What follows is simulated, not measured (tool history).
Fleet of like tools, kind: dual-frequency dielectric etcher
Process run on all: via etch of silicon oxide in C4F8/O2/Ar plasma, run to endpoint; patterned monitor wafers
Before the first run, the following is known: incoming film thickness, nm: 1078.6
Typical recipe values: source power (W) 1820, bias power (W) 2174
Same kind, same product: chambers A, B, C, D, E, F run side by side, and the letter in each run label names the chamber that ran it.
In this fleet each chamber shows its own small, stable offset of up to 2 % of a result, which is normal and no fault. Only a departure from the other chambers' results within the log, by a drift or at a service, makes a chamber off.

{"run": "1C", "hour": 11.7, "source power (W)": 1820, "bias power (W)": 2174, "endpoint time (s)": 214.19}
{"run": "2A", "hour": 18.3, "source power (W)": 1820, "bias power (W)": 2174, "endpoint time (s)": 210.26}
{"run": "3F", "hour": 28.4, "source power (W)": 1820, "bias power (W)": 2174, "endpoint time (s)": 214.5}
{"hour": 34.8, "done": "chamber D: bias power generator calibrated"}
{"run": "4D", "hour": 35.6, "source power (W)": 1820, "bias power (W)": 2174, "endpoint time (s)": 214.05}
{"hour": 41.5, "done": "chamber E: wet clean of the chamber"}
{"run": "5E", "hour": 45.9, "source power (W)": 1820, "bias power (W)": 2174, "endpoint time (s)": 215.74}
{"run": "6B", "hour": 53.4, "source power (W)": 1820, "bias power (W)": 2174, "endpoint time (s)": 216.92}
{"run": "7C", "hour": 64.3, "source power (W)": 2050, "bias power (W)": 2174, "endpoint time (s)": 206.71}
{"run": "8A", "hour": 71.4, "source power (W)": 2050, "bias power (W)": 2174, "endpoint time (s)": 204.59}
{"run": "9F", "hour": 82.3, "source power (W)": 2050, "bias power (W)": 2174, "endpoint time (s)": 202.6}
{"run": "10D", "hour": 93.1, "source power (W)": 2050, "bias power (W)": 2174, "endpoint time (s)": 204.71}
{"run": "11E", "hour": 100.7, "source power (W)": 2050, "bias power (W)": 2174, "endpoint time (s)": 205.53}
{"run": "12B", "hour": 106.0, "source power (W)": 2050, "bias power (W)": 2174, "endpoint time (s)": 206.97}
{"run": "13A", "hour": 113.3, "source power (W)": 1820, "bias power (W)": 2174, "endpoint time (s)": 211.44}
{"run": "14C", "hour": 119.2, "source power (W)": 2260, "bias power (W)": 2174, "endpoint time (s)": 194.3}
{"run": "15D", "hour": 130.8, "source power (W)": 2260, "bias power (W)": 2174, "endpoint time (s)": 199.8}
{"run": "16E", "hour": 137.4, "source power (W)": 2260, "bias power (W)": 2174, "endpoint time (s)": 198.47}
{"run": "17B", "hour": 148.7, "source power (W)": 2260, "bias power (W)": 2174, "endpoint time (s)": 201.51}
{"run": "18F", "hour": 156.5, "source power (W)": 2260, "bias power (W)": 2174, "endpoint time (s)": 197.73}
{"run": "19B", "hour": 166.9, "source power (W)": 2260, "bias power (W)": 2174, "endpoint time (s)": 199.4}
{"hour": 173.7, "done": "chamber B: wet clean of the chamber"}
{"run": "20E", "hour": 177.6, "source power (W)": 1820, "bias power (W)": 2174, "endpoint time (s)": 218.52}
{"run": "21D", "hour": 187.1, "source power (W)": 1820, "bias power (W)": 2174, "endpoint time (s)": 214.27}
{"run": "22A", "hour": 195.8, "source power (W)": 1820, "bias power (W)": 2174, "endpoint time (s)": 210.42}
{"run": "23C", "hour": 206.7, "source power (W)": 2150, "bias power (W)": 2174, "endpoint time (s)": 194.82}
{"run": "24F", "hour": 216.9, "source power (W)": 2150, "bias power (W)": 2174, "endpoint time (s)": 200.07}
{"run": "25D", "hour": 228.1, "source power (W)": 2150, "bias power (W)": 2174, "endpoint time (s)": 203.66}
{"run": "26C", "hour": 237.5, "source power (W)": 2150, "bias power (W)": 2174, "endpoint time (s)": 193.7}
{"run": "27E", "hour": 243.8, "source power (W)": 2150, "bias power (W)": 2174, "endpoint time (s)": 200.13}
{"run": "28B", "hour": 254.9, "source power (W)": 2150, "bias power (W)": 2174, "endpoint time (s)": 202.71}
{"run": "29A", "hour": 262.7, "source power (W)": 1820, "bias power (W)": 2174, "endpoint time (s)": 213.19}
{"run": "30F", "hour": 270.4, "source power (W)": 1820, "bias power (W)": 2174, "endpoint time (s)": 212.5}
{"run": "31E", "hour": 276.6, "source power (W)": 1820, "bias power (W)": 2174, "endpoint time (s)": 216.38}
{"run": "32F", "hour": 285.2, "source power (W)": 1820, "bias power (W)": 2174, "endpoint time (s)": 214.28}
{"run": "33A", "hour": 295.1, "source power (W)": 1820, "bias power (W)": 2174, "endpoint time (s)": 212.52}
{"hour": 304.8, "done": "chamber D: wet clean of the chamber"}
{"run": "34D", "hour": 306.1, "source power (W)": 1820, "bias power (W)": 2174, "endpoint time (s)": 214.75}
{"run": "35B", "hour": 312.0, "source power (W)": 1820, "bias power (W)": 2174, "endpoint time (s)": 214.33}
{"run": "36C", "hour": 322.1, "source power (W)": 1820, "bias power (W)": 2174, "endpoint time (s)": 205.55}
{"run": "37C", "hour": 330.9, "source power (W)": 1820, "bias power (W)": 2174, "endpoint time (s)": 205.59}
{"run": "38E", "hour": 338.2, "source power (W)": 1820, "bias power (W)": 2174, "endpoint time (s)": 217.36}

Which is it: a chamber that has drifted or been left off by a service, a gauge drift common to all chambers, or only each chamber's usual small offset? If a chamber is off, name it and its likeliest cause.

Chamber C drifts away from the others.
Most likely cause: etch rate over this chamber's usual, % = 4.84.

Chamber C could run next with any of the 4 candidate recipes listed below; each alters the usual settings, and their results appear as question marks. Which one brings its results back in line with what the other chambers deliver on the usual settings?
A result is in line if it is within this distance of the other chambers' mean on the usual settings: endpoint time (s) 4.90
{"run": "39C-1", "hour": 346.7, "source power (W)": 1430, "bias power (W)": 2174, "endpoint time (s)": "?"}
{"run": "39C-2", "hour": 346.7, "source power (W)": 1820, "bias power (W)": 1787, "endpoint time (s)": "?"}
{"run": "39C-3", "hour": 346.7, "source power (W)": 1980, "bias power (W)": 2308, "endpoint time (s)": "?"}
{"run": "39C-4", "hour": 346.7, "source power (W)": 2120, "bias power (W)": 2436, "endpoint time (s)": "?"}

Mean of the other chambers on the usual settings: endpoint time (s) 214.61
run=39C-1 endpoint_time_(s)=224.25
run=39C-2 endpoint_time_(s)=215.46
run=39C-3 endpoint_time_(s)=193.42
run=39C-4 endpoint_time_(s)=185.22
With 39C-2, the chamber falls back in line with the rest.

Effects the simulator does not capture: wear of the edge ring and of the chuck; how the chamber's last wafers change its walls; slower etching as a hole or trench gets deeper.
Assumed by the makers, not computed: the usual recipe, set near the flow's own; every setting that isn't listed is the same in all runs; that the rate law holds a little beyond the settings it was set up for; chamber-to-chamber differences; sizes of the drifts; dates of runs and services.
